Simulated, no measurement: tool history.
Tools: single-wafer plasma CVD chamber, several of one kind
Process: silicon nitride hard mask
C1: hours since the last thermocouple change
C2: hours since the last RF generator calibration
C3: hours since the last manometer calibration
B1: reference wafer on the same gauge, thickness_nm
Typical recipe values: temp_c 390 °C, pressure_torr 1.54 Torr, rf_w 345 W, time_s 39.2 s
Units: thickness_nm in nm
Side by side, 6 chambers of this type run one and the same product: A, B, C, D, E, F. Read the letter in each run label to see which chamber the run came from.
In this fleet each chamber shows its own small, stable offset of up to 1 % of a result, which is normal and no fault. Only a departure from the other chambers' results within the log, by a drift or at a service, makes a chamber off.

Run 1B, hour 6.0: usual settings; C1 1960.1; C2 45.3; C3 1227.9; B1 56.910. Result: thickness_nm 48.754 nm.
Run 2E, hour 14.7: usual settings; C1 192.3; C2 430.0; C3 577.7; B1 56.973. Result: thickness_nm 49.448 nm.
Run 3C, hour 23.4: usual settings; C1 325.3; C2 2388.6; C3 61.0; B1 56.994. Result: thickness_nm 49.642 nm.
Run 4D, hour 32.7: usual settings; C1 1641.2; C2 1353.4; C3 1484.6; B1 57.005. Result: thickness_nm 48.944 nm.
Run 5A, hour 36.9: usual settings; C1 1020.0; C2 1406.7; C3 1819.5; B1 57.025. Result: thickness_nm 49.318 nm.
Run 6F, hour 42.2: usual settings; C1 622.0; C2 526.5; C3 935.6; B1 57.103. Result: thickness_nm 48.070 nm.
Run 7D, hour 46.9: usual settings; C1 1655.4; C2 1367.6; C3 1498.8; B1 57.042. Result: thickness_nm 48.905 nm.
Run 8C, hour 54.6: usual settings; C1 356.5; C2 2419.8; C3 92.2; B1 56.984. Result: thickness_nm 48.687 nm.
Run 9E, hour 61.8: usual settings; C1 239.4; C2 477.1; C3 624.8; B1 57.060. Result: thickness_nm 48.989 nm.
Run 10A, hour 71.4: usual settings but rf_w 305 W; C1 1054.5; C2 1441.2; C3 1854.0; B1 56.979. Result: thickness_nm 45.419 nm.
Run 11F, hour 77.3: usual settings but rf_w 305 W; C1 657.1; C2 561.6; C3 970.7; B1 57.006. Result: thickness_nm 45.076 nm.
Run 12B, hour 86.5: usual settings but rf_w 305 W; C1 2040.6; C2 125.8; C3 1308.4; B1 56.992. Result: thickness_nm 44.895 nm.
Run 13D, hour 94.8: usual settings but rf_w 305 W; C1 1703.3; C2 1415.5; C3 1546.7; B1 56.884. Result: thickness_nm 45.010 nm.
Run 14E, hour 103.6: usual settings but rf_w 305 W; C1 281.2; C2 518.9; C3 666.6; B1 57.016. Result: thickness_nm 45.136 nm.
Run 15F, hour 109.7: usual settings but rf_w 305 W; C1 689.5; C2 594.0; C3 1003.1; B1 56.990. Result: thickness_nm 44.643 nm.
Run 16A, hour 118.4: usual settings; C1 1101.5; C2 1488.2; C3 1901.0; B1 56.942. Result: thickness_nm 48.717 nm.
Run 17C, hour 127.5: usual settings; C1 429.4; C2 2492.7; C3 165.1; B1 57.076. Result: thickness_nm 49.444 nm.
Run 18B, hour 136.6: usual settings; C1 2090.7; C2 175.9; C3 1358.5; B1 57.067. Result: thickness_nm 48.900 nm.
Run 19E, hour 141.4: usual settings; C1 319.0; C2 556.7; C3 704.4; B1 57.073. Result: thickness_nm 48.522 nm.
Run 20A, hour 146.7: usual settings; C1 1129.8; C2 1516.5; C3 1929.3; B1 57.035. Result: thickness_nm 48.990 nm.
At hour 149.9: chamber C: RF generator calibrated.
Run 21F, hour 153.4: usual settings; C1 733.2; C2 637.7; C3 1046.8; B1 57.090. Result: thickness_nm 49.288 nm.
Run 22C, hour 158.5: usual settings but temp_c 399 °C, time_s 42.8 s; C1 460.4; C2 8.6; C3 196.1; B1 56.988. Result: thickness_nm 53.772 nm.
Run 23B, hour 163.5: usual settings but temp_c 399 °C, time_s 42.8 s; C1 2117.6; C2 202.8; C3 1385.4; B1 56.982. Result: thickness_nm 53.454 nm.
Run 24D, hour 169.8: usual settings but temp_c 399 °C, time_s 42.8 s; C1 1778.3; C2 1490.5; C3 1621.7; B1 56.885. Result: thickness_nm 53.354 nm.
Run 25A, hour 174.9: usual settings but temp_c 399 °C, time_s 42.8 s; C1 1158.0; C2 1544.7; C3 1957.5; B1 57.042. Result: thickness_nm 53.213 nm.
Run 26D, hour 180.1: usual settings but temp_c 399 °C, time_s 42.8 s; C1 1788.6; C2 1500.8; C3 1632.0; B1 57.025. Result: thickness_nm 52.971 nm.
Run 27F, hour 189.0: usual settings but temp_c 399 °C, time_s 42.8 s; C1 768.8; C2 673.3; C3 1082.4; B1 57.078. Result: thickness_nm 52.829 nm.
Run 28B, hour 196.0: usual settings; C1 2150.1; C2 235.3; C3 1417.9; B1 56.928. Result: thickness_nm 49.265 nm.
Run 29E, hour 202.4: usual settings; C1 380.0; C2 617.7; C3 765.4; B1 56.966. Result: thickness_nm 49.098 nm.
Run 30C, hour 210.4: usual settings; C1 512.3; C2 60.5; C3 248.0; B1 57.011. Result: thickness_nm 49.305 nm.
Run 31E, hour 218.7: usual settings; C1 396.3; C2 634.0; C3 781.7; B1 56.903. Result: thickness_nm 48.735 nm.
Run 32D, hour 225.6: usual settings; C1 1834.1; C2 1546.3; C3 1677.5; B1 57.034. Result: thickness_nm 48.395 nm.
Run 33A, hour 232.6: usual settings but time_s 42.2 s; C1 1215.7; C2 1602.4; C3 2015.2; B1 57.002. Result: thickness_nm 53.053 nm.
Run 34F, hour 240.4: usual settings but time_s 42.2 s; C1 820.2; C2 724.7; C3 1133.8; B1 57.025. Result: thickness_nm 52.429 nm.
Run 35B, hour 245.5: usual settings but time_s 42.2 s; C1 2199.6; C2 284.8; C3 1467.4; B1 56.950. Result: thickness_nm 52.959 nm.
Run 36C, hour 250.0: usual settings but time_s 42.2 s; C1 551.9; C2 100.1; C3 287.6; B1 56.966. Result: thickness_nm 53.255 nm.
Run 37A, hour 256.1: usual settings but time_s 42.2 s; C1 1239.2; C2 1625.9; C3 2038.7; B1 56.977. Result: thickness_nm 53.165 nm.

The same settings go to every chamber for the next run, one line per chamber below. Forecast the results for each:
Run 38A, hour 263.1: usual settings but temp_c 401 °C. Result: thickness_nm ?.
Run 38B, hour 263.1: usual settings but temp_c 401 °C. Result: thickness_nm ?.
Run 38C, hour 263.1: usual settings but temp_c 401 °C. Result: thickness_nm ?.
Run 38D, hour 263.1: usual settings but temp_c 401 °C. Result: thickness_nm ?.
Run 38E, hour 263.1: usual settings but temp_c 401 °C. Result: thickness_nm ?.
Run 38F, hour 263.1: usual settings but temp_c 401 °C. Result: thickness_nm ?.

run  thickness_nm
38A        48.608
38B        48.768
38C        49.209
38D        48.559
38E        48.869
38F        48.587
